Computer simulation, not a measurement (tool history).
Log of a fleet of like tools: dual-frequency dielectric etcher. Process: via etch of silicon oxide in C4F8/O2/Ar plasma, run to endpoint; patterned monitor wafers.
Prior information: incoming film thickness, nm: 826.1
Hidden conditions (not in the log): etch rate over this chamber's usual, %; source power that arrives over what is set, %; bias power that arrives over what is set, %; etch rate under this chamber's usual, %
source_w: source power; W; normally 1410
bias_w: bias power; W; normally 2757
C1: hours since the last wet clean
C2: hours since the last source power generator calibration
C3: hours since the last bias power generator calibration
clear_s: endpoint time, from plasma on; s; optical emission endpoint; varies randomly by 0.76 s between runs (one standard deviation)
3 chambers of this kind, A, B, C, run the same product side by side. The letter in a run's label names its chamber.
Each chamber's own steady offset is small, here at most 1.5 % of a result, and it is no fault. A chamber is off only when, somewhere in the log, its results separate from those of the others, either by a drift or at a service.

run 1C hour=6.6 | source_w=1410 bias_w=2757 | C1=315.7 C2=1523.8 C3=1273.6 | clear_s=166.75
run 2A hour=11.0 | source_w=1410 bias_w=2757 | C1=237.4 C2=804.6 C3=390.4 | clear_s=168.03
run 3B hour=14.9 | source_w=1410 bias_w=2757 | C1=130.5 C2=2210.4 C3=2863.0 | clear_s=169.54
run 4C hour=20.6 | source_w=1410 bias_w=2757 | C1=329.7 C2=1537.8 C3=1287.6 | clear_s=167.54
run 5B hour=26.5 | source_w=1410 bias_w=2757 | C1=142.1 C2=2222.0 C3=2874.6 | clear_s=170.86
run 6A hour=32.0 | source_w=1410 bias_w=2757 | C1=258.4 C2=825.6 C3=411.4 | clear_s=168.34
run 7B hour=37.6 | source_w=1410 bias_w=2757 | C1=153.2 C2=2233.1 C3=2885.7 | clear_s=170.93
run 8A hour=42.6 | source_w=1410 bias_w=2757 | C1=269.0 C2=836.2 C3=422.0 | clear_s=168.82
run 9C hour=46.9 | source_w=1130 bias_w=3324 | C1=356.0 C2=1564.1 C3=1313.9 | clear_s=172.13
run 10A hour=53.8 | source_w=1130 bias_w=3324 | C1=280.2 C2=847.4 C3=433.2 | clear_s=173.37
run 11B hour=58.7 | source_w=1130 bias_w=3324 | C1=174.3 C2=2254.2 C3=2906.8 | clear_s=173.66
run 12C hour=62.1 | source_w=1410 bias_w=2757 | C1=371.2 C2=1579.3 C3=1329.1 | clear_s=168.05
run 13C hour=67.8 | source_w=1410 bias_w=2757 | C1=376.9 C2=1585.0 C3=1334.8 | clear_s=168.05
run 14B hour=75.2 | source_w=1410 bias_w=2757 | C1=190.8 C2=2270.7 C3=2923.3 | clear_s=169.03
run 15A hour=82.0 | source_w=1410 bias_w=2757 | C1=308.4 C2=875.6 C3=461.4 | clear_s=167.58
run 16B hour=87.3 | source_w=1410 bias_w=2757 | C1=202.9 C2=2282.8 C3=2935.4 | clear_s=169.48
run 17C hour=94.4 | source_w=1410 bias_w=2757 | C1=403.5 C2=1611.6 C3=1361.4 | clear_s=167.49
run 18A hour=99.3 | source_w=1410 bias_w=2757 | C1=325.7 C2=892.9 C3=478.7 | clear_s=166.20
run 19A hour=104.8 | source_w=1070 bias_w=2757 | C1=331.2 C2=898.4 C3=484.2 | clear_s=184.78
run 20C hour=109.4 | source_w=1070 bias_w=2757 | C1=418.5 C2=1626.6 C3=1376.4 | clear_s=187.12
run 21B hour=116.9 | source_w=1070 bias_w=2757 | C1=232.5 C2=2312.4 C3=2965.0 | clear_s=188.45
run 22C hour=123.8 | source_w=1090 bias_w=3309 | C1=432.9 C2=1641.0 C3=1390.8 | clear_s=176.75
run 23A hour=128.5 | source_w=1090 bias_w=3309 | C1=354.9 C2=922.1 C3=507.9 | clear_s=173.26
run 24B hour=133.3 | source_w=1090 bias_w=3309 | C1=248.9 C2=2328.8 C3=2981.4 | clear_s=176.98
-- hour=136.7 chamber C: wet clean of the chamber
run 25B hour=140.6 | source_w=1410 bias_w=2757 | C1=256.2 C2=2336.1 C3=2988.7 | clear_s=169.66
run 26A hour=146.0 | source_w=1410 bias_w=2757 | C1=372.4 C2=939.6 C3=525.4 | clear_s=165.34
run 27C hour=152.8 | source_w=1410 bias_w=2757 | C1=16.2 C2=1670.0 C3=1419.8 | clear_s=166.38
run 28B hour=156.9 | source_w=1410 bias_w=2757 | C1=272.5 C2=2352.4 C3=3005.0 | clear_s=169.75
run 29A hour=161.1 | source_w=1410 bias_w=2757 | C1=387.5 C2=954.7 C3=540.5 | clear_s=164.69
run 30C hour=166.6 | source_w=1220 bias_w=3044 | C1=30.0 C2=1683.8 C3=1433.6 | clear_s=172.06
run 31B hour=172.4 | source_w=1220 bias_w=3044 | C1=288.0 C2=2367.9 C3=3020.5 | clear_s=174.94
run 32C hour=179.5 | source_w=1220 bias_w=3044 | C1=42.9 C2=1696.7 C3=1446.5 | clear_s=172.55
run 33A hour=186.6 | source_w=1170 bias_w=2757 | C1=413.0 C2=980.2 C3=566.0 | clear_s=176.30
run 34B hour=193.5 | source_w=1170 bias_w=2757 | C1=309.1 C2=2389.0 C3=3041.6 | clear_s=183.71

Has any chamber moved away from the others, gradually or after a service, or does the common gauge drift, or do the chambers differ only by their own small steady offsets? State the chamber and the most likely cause if one applies.

Chamber A drifts away from the others.
Most likely cause: etch rate over this chamber's usual, % = 2.92.

Chamber A could run next with any of the 4 candidate recipes listed below; each alters the usual settings, and their results appear as question marks. Which one brings its results back in line with what the other chambers deliver on the usual settings?
Allowed miss from the other chambers' usual-settings mean, per result, to count as in line: clear_s 2.60 s
run 35A-1 hour=198.9 | source_w=1480 bias_w=2861 | clear_s=?
run 35A-2 hour=198.9 | source_w=1280 bias_w=2556 | clear_s=?
run 35A-3 hour=198.9 | source_w=1410 bias_w=3272 | clear_s=?
run 35A-4 hour=198.9 | source_w=1340 bias_w=2653 | clear_s=?

The mean the other chambers reach with the usual settings: clear_s 168.81 s
run=35A-1 clear_s=159.29
run=35A-2 clear_s=174.51
run=35A-3 clear_s=155.58
run=35A-4 clear_s=169.48
The answer is 35A-4, which returns the chamber to within the allowed miss of the others.
